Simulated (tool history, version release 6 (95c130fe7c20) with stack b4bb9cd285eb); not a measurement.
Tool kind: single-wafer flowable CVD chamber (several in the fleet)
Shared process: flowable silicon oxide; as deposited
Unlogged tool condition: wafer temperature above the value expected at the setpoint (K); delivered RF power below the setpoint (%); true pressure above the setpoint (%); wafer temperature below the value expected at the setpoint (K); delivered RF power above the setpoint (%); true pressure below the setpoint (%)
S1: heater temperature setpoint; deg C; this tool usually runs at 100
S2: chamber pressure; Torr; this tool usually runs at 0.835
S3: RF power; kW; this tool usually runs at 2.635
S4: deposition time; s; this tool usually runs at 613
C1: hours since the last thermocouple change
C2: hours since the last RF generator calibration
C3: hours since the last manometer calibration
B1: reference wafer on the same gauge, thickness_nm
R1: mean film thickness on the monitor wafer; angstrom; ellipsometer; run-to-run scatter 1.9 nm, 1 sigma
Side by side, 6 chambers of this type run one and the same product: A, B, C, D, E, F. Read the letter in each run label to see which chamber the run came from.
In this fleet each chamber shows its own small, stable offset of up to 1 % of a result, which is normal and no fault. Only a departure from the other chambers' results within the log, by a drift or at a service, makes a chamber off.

Run 1D, day 0.283: usual settings; C1 284.1; C2 310.2; C3 345.1; B1 374.56. Result: R1 4144.1 angstrom.
Run 2E, day 0.425: usual settings; C1 605.4; C2 807.8; C3 111.4; B1 375.21. Result: R1 4108.9 angstrom.
Run 3A, day 0.688: usual settings; C1 163.3; C2 610.8; C3 777.1; B1 374.94. Result: R1 4075.2 angstrom.
Run 4F, day 0.862: usual settings; C1 266.7; C2 1321.4; C3 1588.8; B1 375.23. Result: R1 4172.8 angstrom.
At day 0.967: chamber B: RF generator calibrated.
Run 5C, day 1.167: usual settings; C1 1066.9; C2 623.8; C3 679.4; B1 375.15. Result: R1 4128.2 angstrom.
Run 6B, day 1.329: usual settings; C1 1141.5; C2 8.7; C3 1467.0; B1 374.99. Result: R1 4182.5 angstrom.
Run 7C, day 1.467: usual settings; C1 1074.1; C2 631.0; C3 686.6; B1 375.31. Result: R1 4169.4 angstrom.
Run 8F, day 1.733: usual settings; C1 287.6; C2 1342.3; C3 1609.7; B1 374.85. Result: R1 4154.0 angstrom.
Run 9D, day 1.942: usual settings; C1 323.9; C2 350.0; C3 384.9; B1 375.27. Result: R1 4139.3 angstrom.
Run 10B, day 2.217: usual settings; C1 1162.8; C2 30.0; C3 1488.3; B1 374.73. Result: R1 4149.9 angstrom.
Run 11A, day 2.446: usual settings but S1 114 deg C, S3 2.810 kW; C1 205.5; C2 653.0; C3 819.3; B1 375.25. Result: R1 2612.9 angstrom.
Run 12E, day 2.704: usual settings but S1 114 deg C, S3 2.810 kW; C1 660.1; C2 862.5; C3 166.1; B1 374.53. Result: R1 2605.2 angstrom.
Run 13E, day 2.850: usual settings but S1 114 deg C, S3 2.810 kW; C1 663.6; C2 866.0; C3 169.6; B1 375.44. Result: R1 2624.5 angstrom.
Run 14D, day 3.096: usual settings but S1 114 deg C, S3 2.810 kW; C1 351.6; C2 377.7; C3 412.6; B1 375.13. Result: R1 2656.6 angstrom.
Run 15A, day 3.396: usual settings but S1 114 deg C, S3 2.810 kW; C1 228.3; C2 675.8; C3 842.1; B1 374.98. Result: R1 2604.3 angstrom.
Run 16C, day 3.683: usual settings but S1 114 deg C, S3 2.810 kW; C1 1127.3; C2 684.2; C3 739.8; B1 375.13. Result: R1 2606.9 angstrom.
At day 3.812: chamber B: capacitance manometer re-zeroed and calibrated.
Run 17F, day 3.825: usual settings; C1 337.8; C2 1392.5; C3 1659.9; B1 375.06. Result: R1 4143.7 angstrom.
Run 18B, day 4.104: usual settings; C1 1208.1; C2 75.3; C3 7.0; B1 375.27. Result: R1 4127.3 angstrom.
Run 19B, day 4.296: usual settings; C1 1212.7; C2 79.9; C3 11.6; B1 375.49. Result: R1 4138.8 angstrom.
At day 4.575: chamber B: thermocouple changed; heater temperature recalibrated.
Run 20C, day 4.579: usual settings; C1 1148.8; C2 705.7; C3 761.3; B1 374.78. Result: R1 4129.1 angstrom.
Run 21F, day 4.729: usual settings; C1 359.5; C2 1414.2; C3 1681.6; B1 375.12. Result: R1 4150.1 angstrom.
Run 22D, day 4.946: usual settings; C1 396.0; C2 422.1; C3 457.0; B1 374.41. Result: R1 4126.0 angstrom.
Run 23A, day 5.162: usual settings; C1 270.7; C2 718.2; C3 884.5; B1 375.37. Result: R1 4071.3 angstrom.
Run 24E, day 5.429: usual settings but S3 2.825 kW, S4 697 s; C1 725.5; C2 927.9; C3 231.5; B1 374.74. Result: R1 4730.4 angstrom.
Run 25D, day 5.629: usual settings but S3 2.825 kW, S4 697 s; C1 412.4; C2 438.5; C3 473.4; B1 375.23. Result: R1 4762.5 angstrom.
Run 26B, day 5.929: usual settings but S3 2.825 kW, S4 697 s; C1 32.5; C2 119.1; C3 50.8; B1 375.04. Result: R1 4713.4 angstrom.
Run 27F, day 6.117: usual settings but S3 2.825 kW, S4 697 s; C1 392.8; C2 1447.5; C3 1714.9; B1 375.08. Result: R1 4712.8 angstrom.
At day 6.233: chamber A: capacitance manometer re-zeroed and calibrated.
Run 28C, day 6.288: usual settings but S3 2.825 kW, S4 697 s; C1 1189.8; C2 746.7; C3 802.3; B1 374.94. Result: R1 4755.2 angstrom.
Run 29E, day 6.592: usual settings but S3 2.825 kW, S4 697 s; C1 753.4; C2 955.8; C3 259.4; B1 374.94. Result: R1 4683.3 angstrom.
Run 30A, day 6.742: usual settings; C1 308.6; C2 756.1; C3 12.2; B1 374.68. Result: R1 4087.3 angstrom.
Run 31A, day 6.979: usual settings but S1 113 deg C; C1 314.3; C2 761.8; C3 17.9; B1 375.26. Result: R1 2656.3 angstrom.
Run 32E, day 7.158: usual settings but S1 113 deg C; C1 767.0; C2 969.4; C3 273.0; B1 375.04. Result: R1 2701.5 angstrom.
Run 33C, day 7.400: usual settings but S1 113 deg C; C1 1216.5; C2 773.4; C3 829.0; B1 374.89. Result: R1 2692.2 angstrom.
Run 34D, day 7.654: usual settings but S1 113 deg C; C1 461.0; C2 487.1; C3 522.0; B1 375.30. Result: R1 2703.3 angstrom.
Run 35F, day 7.829: usual settings but S1 113 deg C; C1 433.9; C2 1488.6; C3 1756.0; B1 375.12. Result: R1 2741.9 angstrom.
Run 36B, day 8.012: usual settings but S1 113 deg C; C1 82.5; C2 169.1; C3 100.8; B1 375.00. Result: R1 2726.2 angstrom.
Run 37F, day 8.292: usual settings; C1 445.0; C2 1499.7; C3 1767.1; B1 375.34. Result: R1 4160.4 angstrom.
Run 38A, day 8.442: usual settings but S2 0.661 Torr, S4 651 s; C1 349.4; C2 796.9; C3 53.0; B1 375.04. Result: R1 3190.8 angstrom.
Run 39D, day 8.692: usual settings but S2 0.661 Torr, S4 651 s; C1 485.9; C2 512.0; C3 546.9; B1 375.29. Result: R1 3225.1 angstrom.

The same settings go to every chamber for the next run, one line per chamber below. Forecast the results for each:
Run 40A, day 8.917: usual settings but S3 2.990 kW. Result: R1 ?.
Run 40B, day 8.917: usual settings but S3 2.990 kW. Result: R1 ?.
Run 40C, day 8.917: usual settings but S3 2.990 kW. Result: R1 ?.
Run 40D, day 8.917: usual settings but S3 2.990 kW. Result: R1 ?.
Run 40E, day 8.917: usual settings but S3 2.990 kW. Result: R1 ?.
Run 40F, day 8.917: usual settings but S3 2.990 kW. Result: R1 ?.

run      R1
40A  4127.7
40B  4174.9
40C  4193.7
40D  4177.5
40E  4143.2
40F  4171.1
